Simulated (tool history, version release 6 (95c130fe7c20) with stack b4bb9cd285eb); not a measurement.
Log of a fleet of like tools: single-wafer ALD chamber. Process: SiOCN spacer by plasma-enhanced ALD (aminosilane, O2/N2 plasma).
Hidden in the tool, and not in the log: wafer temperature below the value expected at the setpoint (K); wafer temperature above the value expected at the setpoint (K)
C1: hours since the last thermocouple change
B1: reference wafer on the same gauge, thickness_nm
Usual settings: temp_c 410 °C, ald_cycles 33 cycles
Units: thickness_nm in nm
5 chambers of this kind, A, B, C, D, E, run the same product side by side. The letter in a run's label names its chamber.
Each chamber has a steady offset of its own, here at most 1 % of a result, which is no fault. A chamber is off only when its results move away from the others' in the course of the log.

run 1D hour=11.0 | temp_c=410 ald_cycles=33 | C1=2112.0 | B1=2.1312 | thickness_nm=1.9157
-- hour=20.9 chamber A: thermocouple changed; heater temperature recalibrated
run 2C hour=25.2 | temp_c=410 ald_cycles=33 | C1=139.2 | B1=2.1279 | thickness_nm=1.9103
run 3A hour=36.5 | temp_c=410 ald_cycles=33 | C1=15.6 | B1=2.1309 | thickness_nm=1.9468
run 4E hour=44.6 | temp_c=410 ald_cycles=33 | C1=1403.1 | B1=2.1314 | thickness_nm=1.9521
run 5B hour=51.4 | temp_c=410 ald_cycles=33 | C1=104.8 | B1=2.1311 | thickness_nm=1.9293
run 6E hour=62.3 | temp_c=410 ald_cycles=33 | C1=1420.8 | B1=2.1306 | thickness_nm=1.9529
run 7D hour=74.0 | temp_c=410 ald_cycles=33 | C1=2175.0 | B1=2.1292 | thickness_nm=1.9271
run 8C hour=86.3 | temp_c=396 ald_cycles=33 | C1=200.3 | B1=2.1297 | thickness_nm=1.9829
run 9A hour=99.4 | temp_c=396 ald_cycles=33 | C1=78.5 | B1=2.1298 | thickness_nm=1.9925
run 10B hour=113.6 | temp_c=396 ald_cycles=33 | C1=167.0 | B1=2.1300 | thickness_nm=2.0092
run 11B hour=123.0 | temp_c=396 ald_cycles=33 | C1=176.4 | B1=2.1301 | thickness_nm=2.0003
-- hour=125.6 chamber E: thermocouple changed; heater temperature recalibrated
run 12C hour=137.2 | temp_c=396 ald_cycles=33 | C1=251.2 | B1=2.1297 | thickness_nm=1.9700
run 13E hour=143.8 | temp_c=410 ald_cycles=33 | C1=18.3 | B1=2.1309 | thickness_nm=1.9324
run 14A hour=151.8 | temp_c=410 ald_cycles=33 | C1=130.9 | B1=2.1292 | thickness_nm=1.9352
run 15D hour=162.9 | temp_c=410 ald_cycles=33 | C1=2263.9 | B1=2.1294 | thickness_nm=1.9092
run 16C hour=169.7 | temp_c=410 ald_cycles=33 | C1=283.7 | B1=2.1297 | thickness_nm=1.9069
run 17A hour=183.6 | temp_c=410 ald_cycles=33 | C1=162.7 | B1=2.1318 | thickness_nm=1.9275
run 18B hour=196.5 | temp_c=410 ald_cycles=31 | C1=249.9 | B1=2.1281 | thickness_nm=1.8199
run 19D hour=210.8 | temp_c=410 ald_cycles=31 | C1=2311.8 | B1=2.1303 | thickness_nm=1.8010
run 20E hour=223.1 | temp_c=410 ald_cycles=31 | C1=97.6 | B1=2.1283 | thickness_nm=1.8207
run 21E hour=230.5 | temp_c=410 ald_cycles=31 | C1=105.0 | B1=2.1282 | thickness_nm=1.8159
run 22C hour=241.4 | temp_c=410 ald_cycles=31 | C1=355.4 | B1=2.1314 | thickness_nm=1.8020
run 23D hour=250.5 | temp_c=410 ald_cycles=33 | C1=2351.5 | B1=2.1306 | thickness_nm=1.9096
run 24B hour=261.2 | temp_c=398 ald_cycles=33 | C1=314.6 | B1=2.1284 | thickness_nm=1.9941
run 25A hour=269.4 | temp_c=398 ald_cycles=33 | C1=248.5 | B1=2.1315 | thickness_nm=1.9884
run 26E hour=284.1 | temp_c=398 ald_cycles=33 | C1=158.6 | B1=2.1331 | thickness_nm=2.0136
run 27D hour=291.2 | temp_c=398 ald_cycles=33 | C1=2392.2 | B1=2.1300 | thickness_nm=1.9682
run 28C hour=299.6 | temp_c=398 ald_cycles=33 | C1=413.6 | B1=2.1324 | thickness_nm=1.9691
run 29B hour=314.3 | temp_c=410 ald_cycles=33 | C1=367.7 | B1=2.1295 | thickness_nm=1.9437
run 30A hour=325.0 | temp_c=410 ald_cycles=33 | C1=304.1 | B1=2.1296 | thickness_nm=1.9294
run 31D hour=339.3 | temp_c=410 ald_cycles=33 | C1=2440.3 | B1=2.1314 | thickness_nm=1.9152
run 32E hour=346.0 | temp_c=421 ald_cycles=37 | C1=220.5 | B1=2.1303 | thickness_nm=2.1120

All 5 chambers run these settings next. Forecast each chamber's results:
run 33A hour=356.8 | temp_c=410 ald_cycles=33 | thickness_nm=?
run 33B hour=356.8 | temp_c=410 ald_cycles=33 | thickness_nm=?
run 33C hour=356.8 | temp_c=410 ald_cycles=33 | thickness_nm=?
run 33D hour=356.8 | temp_c=410 ald_cycles=33 | thickness_nm=?
run 33E hour=356.8 | temp_c=410 ald_cycles=33 | thickness_nm=?

run=33A thickness_nm=1.9413
run=33B thickness_nm=1.9295
run=33C thickness_nm=1.9253
run=33D thickness_nm=1.9039
run=33E thickness_nm=1.9468
